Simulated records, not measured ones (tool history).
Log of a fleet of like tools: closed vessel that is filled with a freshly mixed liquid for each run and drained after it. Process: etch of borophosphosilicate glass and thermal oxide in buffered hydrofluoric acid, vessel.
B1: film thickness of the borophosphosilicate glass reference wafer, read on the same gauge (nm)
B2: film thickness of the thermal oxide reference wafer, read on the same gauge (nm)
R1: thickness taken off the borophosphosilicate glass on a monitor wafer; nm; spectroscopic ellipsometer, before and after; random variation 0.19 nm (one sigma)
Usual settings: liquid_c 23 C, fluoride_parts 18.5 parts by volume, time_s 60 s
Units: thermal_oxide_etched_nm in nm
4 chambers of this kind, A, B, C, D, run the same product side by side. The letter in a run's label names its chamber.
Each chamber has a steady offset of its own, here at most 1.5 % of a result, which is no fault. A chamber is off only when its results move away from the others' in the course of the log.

{"run": "1D", "hour": 6.8, "liquid_c": 23, "fluoride_parts": 18.5, "time_s": 60, "B1": 90.013, "B2": 50.018, "R1": 39.086, "thermal_oxide_etched_nm": 37.439}
{"run": "2C", "hour": 15.7, "liquid_c": 23, "fluoride_parts": 18.5, "time_s": 60, "B1": 90.002, "B2": 49.959, "R1": 38.664, "thermal_oxide_etched_nm": 36.934}
{"run": "3B", "hour": 26.1, "liquid_c": 23, "fluoride_parts": 18.5, "time_s": 60, "B1": 90.002, "B2": 49.971, "R1": 38.716, "thermal_oxide_etched_nm": 37.11}
{"run": "4A", "hour": 32.3, "liquid_c": 23, "fluoride_parts": 18.5, "time_s": 60, "B1": 89.999, "B2": 50.011, "R1": 38.461, "thermal_oxide_etched_nm": 37.092}
{"run": "5A", "hour": 42.3, "liquid_c": 23, "fluoride_parts": 11.5, "time_s": 35, "B1": 90.002, "B2": 49.971, "R1": 35.797, "thermal_oxide_etched_nm": 34.694}
{"run": "6B", "hour": 50.2, "liquid_c": 23, "fluoride_parts": 11.5, "time_s": 35, "B1": 90.01, "B2": 49.968, "R1": 35.794, "thermal_oxide_etched_nm": 34.325}
{"run": "7C", "hour": 56.2, "liquid_c": 23, "fluoride_parts": 11.5, "time_s": 35, "B1": 89.981, "B2": 49.981, "R1": 36.609, "thermal_oxide_etched_nm": 34.338}
{"run": "8D", "hour": 63.1, "liquid_c": 23, "fluoride_parts": 11.5, "time_s": 35, "B1": 90.027, "B2": 50.024, "R1": 36.337, "thermal_oxide_etched_nm": 34.638}
{"run": "9A", "hour": 71.8, "liquid_c": 23, "fluoride_parts": 18.5, "time_s": 60, "B1": 89.989, "B2": 50.019, "R1": 38.465, "thermal_oxide_etched_nm": 37.04}
{"hour": 74.9, "done": "chamber C: thermometer replaced"}
{"run": "10C", "hour": 81.7, "liquid_c": 23, "fluoride_parts": 18.5, "time_s": 60, "B1": 90.034, "B2": 49.996, "R1": 38.961, "thermal_oxide_etched_nm": 36.832}
{"run": "11D", "hour": 87.0, "liquid_c": 23, "fluoride_parts": 18.5, "time_s": 60, "B1": 90.0, "B2": 50.015, "R1": 38.792, "thermal_oxide_etched_nm": 37.171}
{"run": "12B", "hour": 94.8, "liquid_c": 23, "fluoride_parts": 18.5, "time_s": 60, "B1": 90.0, "B2": 50.018, "R1": 38.862, "thermal_oxide_etched_nm": 36.768}
{"run": "13D", "hour": 106.4, "liquid_c": 23, "fluoride_parts": 18.5, "time_s": 60, "B1": 89.975, "B2": 50.001, "R1": 38.475, "thermal_oxide_etched_nm": 37.023}
{"run": "14C", "hour": 112.8, "liquid_c": 23, "fluoride_parts": 18.5, "time_s": 60, "B1": 89.995, "B2": 50.02, "R1": 38.88, "thermal_oxide_etched_nm": 36.973}
{"run": "15B", "hour": 121.9, "liquid_c": 23, "fluoride_parts": 18.5, "time_s": 60, "B1": 90.009, "B2": 50.01, "R1": 38.564, "thermal_oxide_etched_nm": 36.743}
{"run": "16A", "hour": 132.4, "liquid_c": 23, "fluoride_parts": 18.5, "time_s": 60, "B1": 89.996, "B2": 49.989, "R1": 38.48, "thermal_oxide_etched_nm": 36.843}
{"run": "17D", "hour": 137.6, "liquid_c": 23, "fluoride_parts": 18.5, "time_s": 60, "B1": 90.002, "B2": 49.984, "R1": 38.343, "thermal_oxide_etched_nm": 36.902}
{"run": "18B", "hour": 149.4, "liquid_c": 23, "fluoride_parts": 18.5, "time_s": 40, "B1": 89.99, "B2": 49.982, "R1": 25.708, "thermal_oxide_etched_nm": 24.783}
{"run": "19A", "hour": 159.0, "liquid_c": 23, "fluoride_parts": 18.5, "time_s": 40, "B1": 90.002, "B2": 49.996, "R1": 25.56, "thermal_oxide_etched_nm": 24.682}
{"run": "20C", "hour": 166.6, "liquid_c": 23, "fluoride_parts": 18.5, "time_s": 40, "B1": 89.996, "B2": 49.991, "R1": 26.168, "thermal_oxide_etched_nm": 24.583}
{"run": "21C", "hour": 174.4, "liquid_c": 23, "fluoride_parts": 18.5, "time_s": 40, "B1": 89.993, "B2": 50.013, "R1": 25.659, "thermal_oxide_etched_nm": 24.653}
{"run": "22D", "hour": 184.7, "liquid_c": 23, "fluoride_parts": 18.5, "time_s": 60, "B1": 89.992, "B2": 50.011, "R1": 38.405, "thermal_oxide_etched_nm": 36.338}
{"run": "23B", "hour": 191.5, "liquid_c": 23, "fluoride_parts": 18.5, "time_s": 60, "B1": 90.006, "B2": 50.002, "R1": 38.622, "thermal_oxide_etched_nm": 37.138}
{"run": "24A", "hour": 199.3, "liquid_c": 23, "fluoride_parts": 18.5, "time_s": 60, "B1": 89.963, "B2": 49.984, "R1": 38.547, "thermal_oxide_etched_nm": 37.161}
{"run": "25B", "hour": 209.0, "liquid_c": 23, "fluoride_parts": 18.5, "time_s": 60, "B1": 89.994, "B2": 49.997, "R1": 38.238, "thermal_oxide_etched_nm": 36.753}
{"run": "26C", "hour": 217.8, "liquid_c": 23, "fluoride_parts": 18.5, "time_s": 60, "B1": 90.005, "B2": 49.969, "R1": 38.616, "thermal_oxide_etched_nm": 36.779}
{"run": "27D", "hour": 224.4, "liquid_c": 23, "fluoride_parts": 18.5, "time_s": 60, "B1": 89.997, "B2": 49.992, "R1": 38.061, "thermal_oxide_etched_nm": 35.947}
{"run": "28A", "hour": 232.9, "liquid_c": 23, "fluoride_parts": 18.5, "time_s": 35, "B1": 90.028, "B2": 49.991, "R1": 22.455, "thermal_oxide_etched_nm": 21.764}
{"run": "29D", "hour": 243.3, "liquid_c": 23, "fluoride_parts": 18.5, "time_s": 35, "B1": 89.967, "B2": 49.972, "R1": 21.905, "thermal_oxide_etched_nm": 20.884}
{"run": "30A", "hour": 254.8, "liquid_c": 23, "fluoride_parts": 18.5, "time_s": 35, "B1": 90.018, "B2": 49.992, "R1": 22.532, "thermal_oxide_etched_nm": 21.59}
{"run": "31B", "hour": 260.2, "liquid_c": 23, "fluoride_parts": 18.5, "time_s": 35, "B1": 89.981, "B2": 49.97, "R1": 22.438, "thermal_oxide_etched_nm": 21.614}

Next, every chamber runs the same settings. What will each give?
{"run": "32A", "hour": 268.7, "liquid_c": 23, "fluoride_parts": 18.5, "time_s": 60, "R1": "?", "thermal_oxide_etched_nm": "?"}
{"run": "32B", "hour": 268.7, "liquid_c": 23, "fluoride_parts": 18.5, "time_s": 60, "R1": "?", "thermal_oxide_etched_nm": "?"}
{"run": "32C", "hour": 268.7, "liquid_c": 23, "fluoride_parts": 18.5, "time_s": 60, "R1": "?", "thermal_oxide_etched_nm": "?"}
{"run": "32D", "hour": 268.7, "liquid_c": 23, "fluoride_parts": 18.5, "time_s": 60, "R1": "?", "thermal_oxide_etched_nm": "?"}

run=32A R1=38.504 thermal_oxide_etched_nm=36.775
run=32B R1=38.278 thermal_oxide_etched_nm=37.128
run=32C R1=38.519 thermal_oxide_etched_nm=36.869
run=32D R1=37.327 thermal_oxide_etched_nm=35.843
